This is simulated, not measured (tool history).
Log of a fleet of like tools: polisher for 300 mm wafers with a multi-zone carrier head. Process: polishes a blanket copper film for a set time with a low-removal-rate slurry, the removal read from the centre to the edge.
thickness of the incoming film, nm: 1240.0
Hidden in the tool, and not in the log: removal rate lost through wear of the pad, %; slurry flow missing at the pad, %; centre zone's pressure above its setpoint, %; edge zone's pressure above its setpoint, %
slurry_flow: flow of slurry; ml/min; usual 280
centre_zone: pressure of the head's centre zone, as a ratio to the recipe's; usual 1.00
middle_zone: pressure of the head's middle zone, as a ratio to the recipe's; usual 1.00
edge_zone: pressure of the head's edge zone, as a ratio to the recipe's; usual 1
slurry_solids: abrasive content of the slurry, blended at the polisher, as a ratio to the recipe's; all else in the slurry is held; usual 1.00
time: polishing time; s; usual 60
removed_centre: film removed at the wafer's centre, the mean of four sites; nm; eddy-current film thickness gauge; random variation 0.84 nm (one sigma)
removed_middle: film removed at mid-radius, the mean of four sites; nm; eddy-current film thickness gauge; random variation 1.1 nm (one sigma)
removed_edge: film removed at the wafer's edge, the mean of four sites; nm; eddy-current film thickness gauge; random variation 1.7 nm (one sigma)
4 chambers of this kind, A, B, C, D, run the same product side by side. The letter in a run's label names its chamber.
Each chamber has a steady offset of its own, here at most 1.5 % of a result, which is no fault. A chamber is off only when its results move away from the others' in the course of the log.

| run | hour | slurry_flow | centre_zone | middle_zone | edge_zone | slurry_solids | time | wafers polished on this pad | hours since the slurry nozzle was cleaned | hours since the centre zone pressure was calibrated | hours since the edge zone pressure was calibrated | removed_centre | removed_middle | removed_edge |
|---|---|---|---|---|---|---|---|---|---|---|---|---|---|---|
| 1A | 2.5 | 280 | 1.00 | 1.00 | 1 | 1.00 | 60 | 59 | 182.0 | 414.5 | 729.4 | 114.56 | 115.09 | 117.63 |
| 2C | 4.9 | 280 | 1.00 | 1.00 | 1 | 1.00 | 60 | 254 | 210.0 | 137.9 | 1040.8 | 115.58 | 115.35 | 117.02 |
| 3D | 7.2 | 280 | 1.00 | 1.00 | 1 | 1.00 | 60 | 490 | 420.4 | 261.3 | 709.7 | 117.00 | 115.32 | 113.63 |
|  | 8.0 | chamber D: worn pad replaced by a new one |
| 4B | 11.6 | 280 | 1.00 | 1.00 | 1 | 1.00 | 60 | 728 | 540.9 | 238.0 | 935.0 | 117.21 | 114.34 | 112.70 |
| 5B | 16.2 | 280 | 1.00 | 1.00 | 1 | 1.00 | 60 | 790 | 545.5 | 242.6 | 939.6 | 117.91 | 117.40 | 116.40 |
| 6A | 19.3 | 280 | 1.00 | 1.00 | 1 | 1.00 | 60 | 284 | 198.8 | 431.3 | 746.2 | 115.06 | 115.21 | 115.99 |
| 7D | 24.1 | 280 | 1.00 | 1.00 | 1 | 1.00 | 60 | 215 | 437.3 | 278.2 | 726.6 | 116.00 | 115.41 | 113.47 |
| 8C | 27.4 | 280 | 1.00 | 1.00 | 1 | 1.00 | 60 | 555 | 232.5 | 160.4 | 1063.3 | 117.11 | 113.42 | 117.60 |
| 9C | 30.1 | 280 | 1.00 | 1.00 | 1 | 1.00 | 60 | 591 | 235.2 | 163.1 | 1066.0 | 115.93 | 115.28 | 117.37 |
|  | 32.7 | chamber B: worn pad replaced by a new one |
| 10A | 33.5 | 280 | 1.00 | 1.00 | 1 | 1.00 | 60 | 473 | 213.0 | 445.5 | 760.4 | 114.67 | 113.27 | 116.34 |
|  | 35.9 | chamber C: worn pad replaced by a new one |
| 11B | 36.1 | 280 | 1.00 | 1.00 | 1 | 1.00 | 60 | 46 | 565.4 | 262.5 | 959.5 | 115.90 | 115.53 | 115.18 |
| 12D | 38.3 | 280 | 1.00 | 1.00 | 1 | 1.00 | 60 | 405 | 451.5 | 292.4 | 740.8 | 117.14 | 117.25 | 113.08 |
| 13A | 41.0 | 280 | 1.00 | 1.00 | 1 | 1.00 | 60 | 574 | 220.5 | 453.0 | 767.9 | 115.40 | 115.31 | 115.33 |
|  | 42.6 | chamber D: worn pad replaced by a new one |
| 14B | 44.9 | 280 | 1.00 | 1.00 | 1 | 1.00 | 60 | 164 | 574.2 | 271.3 | 968.3 | 115.84 | 117.20 | 114.19 |
| 15D | 48.6 | 280 | 1.00 | 1.00 | 1 | 1.00 | 60 | 80 | 461.8 | 302.7 | 751.1 | 116.48 | 117.07 | 113.95 |
| 16C | 51.0 | 280 | 1.00 | 1.00 | 1 | 1.10 | 78 | 202 | 256.1 | 184.0 | 1086.9 | 151.90 | 152.66 | 152.52 |
| 17D | 53.2 | 280 | 1.00 | 1.00 | 1 | 1.10 | 78 | 142 | 466.4 | 307.3 | 755.7 | 154.20 | 153.74 | 152.76 |
| 18C | 56.2 | 280 | 1.00 | 1.00 | 1 | 1.10 | 78 | 271 | 261.3 | 189.2 | 1092.1 | 153.14 | 152.57 | 155.80 |
| 19A | 60.2 | 280 | 1.00 | 1.00 | 1 | 1.10 | 78 | 830 | 239.7 | 472.2 | 787.1 | 155.80 | 152.19 | 152.81 |
| 20B | 64.8 | 280 | 1.00 | 1.09 | 1 | 0.85 | 60 | 430 | 594.1 | 291.2 | 988.2 | 112.16 | 121.55 | 112.79 |
| 21D | 67.5 | 280 | 1.00 | 1.09 | 1 | 0.85 | 60 | 333 | 480.7 | 321.6 | 770.0 | 112.16 | 119.76 | 108.72 |
| 22A | 71.2 | 280 | 1.00 | 1.09 | 1 | 0.85 | 60 | 977 | 250.7 | 483.2 | 798.1 | 114.64 | 121.13 | 111.20 |
| 23C | 73.5 | 280 | 1.00 | 1.09 | 1 | 0.85 | 60 | 503 | 278.6 | 206.5 | 1109.4 | 112.57 | 120.06 | 111.98 |
| 24B | 76.6 | 280 | 1.00 | 1.00 | 1 | 1.00 | 60 | 587 | 605.9 | 303.0 | 1000.0 | 115.17 | 114.25 | 116.37 |
| 25A | 80.9 | 280 | 1.00 | 1.00 | 1 | 1.00 | 60 | 1107 | 260.4 | 492.9 | 807.8 | 120.17 | 114.58 | 117.20 |
|  | 81.4 | chamber D: worn pad replaced by a new one |
|  | 83.8 | chamber C: worn pad replaced by a new one |
| 26C | 84.5 | 280 | 1.00 | 1.00 | 1 | 1.00 | 60 | 9 | 289.6 | 217.5 | 1120.4 | 116.33 | 116.41 | 115.57 |
| 27B | 87.2 | 280 | 1.00 | 1.00 | 1 | 1.00 | 60 | 729 | 616.5 | 313.6 | 1010.6 | 116.69 | 113.33 | 114.71 |
| 28D | 89.9 | 280 | 1.00 | 1.00 | 1 | 1.00 | 60 | 114 | 503.1 | 344.0 | 792.4 | 116.59 | 114.88 | 114.28 |
|  | 93.1 | chamber A: worn pad replaced by a new one |
| 29B | 94.6 | 280 | 1.00 | 1.00 | 1 | 1.00 | 60 | 828 | 623.9 | 321.0 | 1018.0 | 117.25 | 114.14 | 113.31 |
| 30A | 97.6 | 280 | 1.00 | 1.11 | 1 | 0.75 | 60 | 60 | 277.1 | 509.6 | 824.5 | 113.98 | 118.91 | 108.52 |
|  | 97.8 | chamber D: centre zone pressure recalibrated |
| 31D | 101.5 | 280 | 1.00 | 1.11 | 1 | 0.75 | 60 | 269 | 514.7 | 3.7 | 804.0 | 110.01 | 120.89 | 106.72 |
| 32C | 106.0 | 280 | 1.00 | 1.11 | 1 | 0.75 | 60 | 297 | 311.1 | 239.0 | 1141.9 | 108.74 | 117.47 | 109.27 |
| 33D | 110.0 | 280 | 1.00 | 1.11 | 1 | 0.75 | 60 | 383 | 523.2 | 12.2 | 812.5 | 110.73 | 121.02 | 107.42 |
| 34B | 112.4 | 280 | 1.00 | 1.00 | 1 | 1.00 | 60 | 1066 | 641.7 | 338.8 | 1035.8 | 117.46 | 115.92 | 114.18 |
| 35C | 114.9 | 280 | 1.00 | 1.00 | 1 | 1.00 | 60 | 416 | 320.0 | 247.9 | 1150.8 | 116.29 | 116.72 | 115.86 |
|  | 117.7 | chamber D: worn pad replaced by a new one |
| 36A | 118.4 | 280 | 1.00 | 1.00 | 1 | 1.00 | 60 | 338 | 297.9 | 530.4 | 845.3 | 122.94 | 115.80 | 118.14 |
| 37C | 123.2 | 280 | 1.00 | 1.00 | 1 | 1.00 | 60 | 527 | 328.3 | 256.2 | 1159.1 | 115.76 | 115.42 | 116.93 |
|  | 123.5 | chamber B: worn pad replaced by a new one |
| 38D | 127.3 | 280 | 1.00 | 1.00 | 1 | 1.00 | 60 | 129 | 540.5 | 29.5 | 829.8 | 117.65 | 114.41 | 114.09 |
|  | 128.3 | chamber C: worn pad replaced by a new one |
| 39B | 129.6 | 280 | 1.00 | 1.00 | 1 | 1.00 | 60 | 82 | 658.9 | 356.0 | 1053.0 | 115.38 | 116.13 | 114.21 |
| 40A | 133.3 | 280 | 0.95 | 1.09 | 1 | 1.00 | 60 | 537 | 312.8 | 545.3 | 860.2 | 118.05 | 123.10 | 114.04 |
| 41D | 137.7 | 280 | 0.95 | 1.09 | 1 | 1.00 | 60 | 268 | 550.9 | 39.9 | 840.2 | 110.19 | 125.02 | 112.22 |
| 42C | 140.6 | 280 | 0.95 | 1.09 | 1 | 1.00 | 60 | 164 | 345.7 | 273.6 | 1176.5 | 109.80 | 124.25 | 116.48 |

All 4 chambers run these settings next. Forecast each chamber's results:
| 43A | 144.1 | 280 | 1.00 | 1.00 | 1 | 1.00 | 60 |  |  |  |  | ? | ? | ? |
| 43B | 144.1 | 280 | 1.00 | 1.00 | 1 | 1.00 | 60 |  |  |  |  | ? | ? | ? |
| 43C | 144.1 | 280 | 1.00 | 1.00 | 1 | 1.00 | 60 |  |  |  |  | ? | ? | ? |
| 43D | 144.1 | 280 | 1.00 | 1.00 | 1 | 1.00 | 60 |  |  |  |  | ? | ? | ? |

| run | removed_centre | removed_middle | removed_edge |
|---|---|---|---|
| 43A | 125.43 | 114.23 | 116.99 |
| 43B | 114.99 | 115.26 | 115.29 |
| 43C | 115.34 | 116.34 | 117.67 |
| 43D | 116.05 | 115.20 | 112.80 |
